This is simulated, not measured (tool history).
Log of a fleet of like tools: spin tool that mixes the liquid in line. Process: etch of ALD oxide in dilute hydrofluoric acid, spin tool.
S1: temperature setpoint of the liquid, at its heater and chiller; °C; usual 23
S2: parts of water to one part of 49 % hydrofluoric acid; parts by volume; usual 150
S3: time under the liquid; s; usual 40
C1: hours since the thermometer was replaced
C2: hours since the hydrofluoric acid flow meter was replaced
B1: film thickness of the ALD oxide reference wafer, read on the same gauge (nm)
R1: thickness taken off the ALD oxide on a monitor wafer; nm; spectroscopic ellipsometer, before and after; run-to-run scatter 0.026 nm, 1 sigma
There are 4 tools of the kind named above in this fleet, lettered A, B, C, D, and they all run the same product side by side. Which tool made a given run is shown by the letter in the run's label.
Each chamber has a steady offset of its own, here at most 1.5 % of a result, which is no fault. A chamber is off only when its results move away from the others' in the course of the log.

run,hour,S1,S2,S3,C1,C2,B1,R1
1B,10.6,23,150,40,644,2150.6,129.98,4.1109
2C,24.7,23,150,40,272.6,254.4,129.96,4.1508
3A,37.8,23,150,40,1112,931.6,130.02,4.0352
# hour 40.8: chamber B: hydrofluoric acid flow meter replaced
4D,46.9,23,150,40,1616.7,450.9,130,4.1217
5D,58.2,23,150,40,1628,462.2,130.01,4.0652
6A,72.3,23,150,40,1146.5,966.1,129.99,4.004
7C,83.1,23,150,40,331,312.8,130.01,4.1145
8B,98.9,23,150,40,732.3,58.2,129.99,4.0846
9C,109.7,23,150,40,357.6,339.4,130.01,4.103
10B,120.5,23,150,40,753.9,79.8,129.97,4.0787
11D,133.2,23,150,40,1703,537.2,130.03,4.0829
12A,142.3,23,150,40,1216.5,1036.1,129.99,4.032
13C,158.8,27,210,40,406.7,388.5,129.99,3.1963
14B,168.3,27,210,40,801.7,127.6,130.02,3.1667
15D,183.7,27,210,40,1753.5,587.7,129.99,3.1216
# hour 196.8: chamber C: hydrofluoric acid flow meter replaced
16A,199.8,27,210,40,1274,1093.6,130.02,3.1205
17C,207.9,23,150,40,455.8,11.1,130.01,4.1184
18A,222.7,23,150,40,1296.9,1116.5,130.01,4.0383
19B,239,23,150,40,872.4,198.3,130.01,3.992
20D,249.7,19.5,150,40,1819.5,653.7,130.01,3.5489
21D,264.4,19.5,150,40,1834.2,668.4,129.99,3.5228
# hour 270.8: chamber C: thermometer replaced
22A,276.8,19.5,150,40,1351,1170.6,129.99,3.4735
23C,289.3,19.5,150,40,18.6,92.5,130.02,3.568
24B,301.4,23,150,40,934.8,260.7,130,3.9557
25A,316.9,23,150,40,1391.1,1210.7,129.99,4.0663
26C,332.8,23,150,40,62.1,136,130.01,4.0801
27B,346.3,23,150,40,979.7,305.6,129.99,3.8974
28D,354.4,23,150,40,1924.2,758.4,130,4.0865
# hour 360.8: chamber A: hydrofluoric acid flow meter replaced
29C,368.8,23,150,40,98.1,172,129.97,4.1417
30A,382.7,23,105,40,1456.9,21.9,130.01,6.0336
31D,389.9,23,105,40,1959.7,793.9,129.97,6.1352
32B,397.9,23,105,40,1031.3,357.2,130,5.6902
33A,410.6,23,105,40,1484.8,49.8,130,5.9241
34D,423.4,23,150,40,1993.2,827.4,129.99,4.0141
35B,430.5,23,150,40,1063.9,389.8,129.98,3.7694
36C,444,23,150,40,173.3,247.2,129.99,4.1187
37C,454.5,23,150,40,183.8,257.7,129.98,4.1004
38B,467.5,23,150,40,1100.9,426.8,130.01,3.701
39D,482.3,23,150,40,2052.1,886.3,130.01,4.0085

Next, every chamber runs the same settings. What will each give?
40A,494.1,23,150,40,,,,?
40B,494.1,23,150,40,,,,?
40C,494.1,23,150,40,,,,?
40D,494.1,23,150,40,,,,?

run,R1
40A,4.0562
40B,3.7485
40C,4.122
40D,4.0231

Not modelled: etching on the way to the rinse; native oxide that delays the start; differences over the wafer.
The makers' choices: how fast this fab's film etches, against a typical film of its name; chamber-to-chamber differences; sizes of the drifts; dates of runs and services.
